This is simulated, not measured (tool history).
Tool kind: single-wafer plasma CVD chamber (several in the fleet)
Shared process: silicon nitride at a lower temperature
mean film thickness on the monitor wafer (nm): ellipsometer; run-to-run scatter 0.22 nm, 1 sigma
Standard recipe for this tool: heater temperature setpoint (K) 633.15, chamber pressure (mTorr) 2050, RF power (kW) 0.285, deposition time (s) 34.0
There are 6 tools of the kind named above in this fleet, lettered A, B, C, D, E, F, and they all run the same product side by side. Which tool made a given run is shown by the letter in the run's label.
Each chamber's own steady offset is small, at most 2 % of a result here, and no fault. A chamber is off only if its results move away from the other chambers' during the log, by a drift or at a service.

| run | hour | heater temperature setpoint (K) | chamber pressure (mTorr) | RF power (kW) | deposition time (s) | read-back reference wafer on the same gauge, thickness_nm | mean film thickness on the monitor wafer (nm) |
|---|---|---|---|---|---|---|---|
| 1E | 7.0 | 633.15 | 2050 | 0.285 | 34.0 | 37.456 | 40.168 |
|  | 7.1 | chamber B: capacitance manometer re-zeroed and calibrated |
| 2C | 15.5 | 633.15 | 2050 | 0.285 | 34.0 | 37.504 | 41.090 |
| 3D | 22.2 | 633.15 | 2050 | 0.285 | 34.0 | 37.511 | 41.104 |
| 4B | 33.1 | 633.15 | 2050 | 0.285 | 34.0 | 37.473 | 40.910 |
| 5A | 43.2 | 633.15 | 2050 | 0.285 | 34.0 | 37.483 | 41.537 |
| 6F | 53.0 | 633.15 | 2050 | 0.285 | 31.3 | 37.489 | 37.698 |
|  | 58.9 | chamber C: capacitance manometer re-zeroed and calibrated |
| 7F | 61.5 | 633.15 | 2050 | 0.285 | 31.3 | 37.527 | 37.720 |
| 8B | 72.3 | 633.15 | 2050 | 0.285 | 31.3 | 37.527 | 37.598 |
| 9D | 84.6 | 633.15 | 2050 | 0.285 | 31.3 | 37.516 | 37.363 |
|  | 88.8 | chamber D: RF generator calibrated |
| 10E | 96.6 | 633.15 | 2050 | 0.285 | 31.3 | 37.506 | 37.108 |
| 11C | 107.2 | 633.15 | 2050 | 0.285 | 31.3 | 37.506 | 37.576 |
| 12A | 118.6 | 633.15 | 2050 | 0.285 | 34.0 | 37.520 | 41.289 |
| 13A | 128.2 | 633.15 | 2050 | 0.285 | 34.0 | 37.525 | 41.182 |
| 14D | 136.2 | 633.15 | 2050 | 0.285 | 34.0 | 37.493 | 40.760 |
| 15C | 144.5 | 619.15 | 2050 | 0.285 | 34.0 | 37.468 | 41.110 |
| 16B | 152.9 | 619.15 | 2050 | 0.285 | 34.0 | 37.543 | 40.922 |
|  | 157.4 | chamber A: capacitance manometer re-zeroed and calibrated |
| 17E | 163.5 | 619.15 | 2050 | 0.285 | 34.0 | 37.499 | 40.788 |
| 18F | 172.2 | 619.15 | 2050 | 0.285 | 34.0 | 37.477 | 41.557 |
| 19A | 181.3 | 619.15 | 2050 | 0.285 | 34.0 | 37.438 | 41.532 |
| 20E | 193.3 | 619.15 | 2050 | 0.285 | 34.0 | 37.496 | 40.658 |
| 21C | 201.8 | 633.15 | 2050 | 0.285 | 34.0 | 37.490 | 40.731 |
|  | 207.4 | chamber A: thermocouple changed; heater temperature recalibrated |
| 22F | 211.4 | 633.15 | 2050 | 0.260 | 36.3 | 37.536 | 41.363 |
| 23D | 218.8 | 633.15 | 2050 | 0.260 | 36.3 | 37.502 | 40.784 |
| 24B | 231.0 | 633.15 | 2050 | 0.260 | 36.3 | 37.492 | 40.923 |
| 25A | 237.2 | 633.15 | 2050 | 0.260 | 36.3 | 37.515 | 41.256 |
|  | 238.9 | chamber C: RF generator calibrated |
| 26D | 247.4 | 633.15 | 2050 | 0.260 | 36.3 | 37.541 | 41.146 |
| 27B | 253.2 | 633.15 | 2050 | 0.260 | 36.3 | 37.472 | 40.507 |
| 28C | 265.2 | 633.15 | 2050 | 0.285 | 34.0 | 37.455 | 40.767 |
| 29F | 274.8 | 633.15 | 2050 | 0.285 | 34.0 | 37.509 | 41.324 |
| 30E | 280.7 | 633.15 | 2050 | 0.285 | 34.0 | 37.536 | 40.347 |
| 31A | 289.6 | 633.15 | 2050 | 0.285 | 34.0 | 37.470 | 41.120 |
| 32D | 297.5 | 633.15 | 2050 | 0.285 | 34.0 | 37.531 | 40.718 |
| 33C | 304.0 | 633.15 | 2050 | 0.285 | 34.0 | 37.536 | 40.898 |
| 34E | 315.9 | 638.15 | 2050 | 0.310 | 34.0 | 37.515 | 42.412 |
| 35B | 323.0 | 638.15 | 2050 | 0.310 | 34.0 | 37.500 | 43.398 |
| 36F | 330.8 | 638.15 | 2050 | 0.310 | 34.0 | 37.498 | 43.635 |
| 37D | 337.9 | 638.15 | 2050 | 0.310 | 34.0 | 37.510 | 43.289 |
| 38F | 349.3 | 638.15 | 2050 | 0.310 | 34.0 | 37.521 | 43.904 |
| 39B | 359.0 | 638.15 | 2050 | 0.310 | 34.0 | 37.491 | 43.191 |
| 40C | 368.9 | 633.15 | 2050 | 0.285 | 34.0 | 37.511 | 41.178 |

Is one chamber out of step, is the gauge drifting, or do the chambers differ by no more than their own small offsets? For an off chamber, give its letter and the likeliest cause.

The fleet is healthy, with each chamber sitting at its usual small offset and no drift in the gauge.
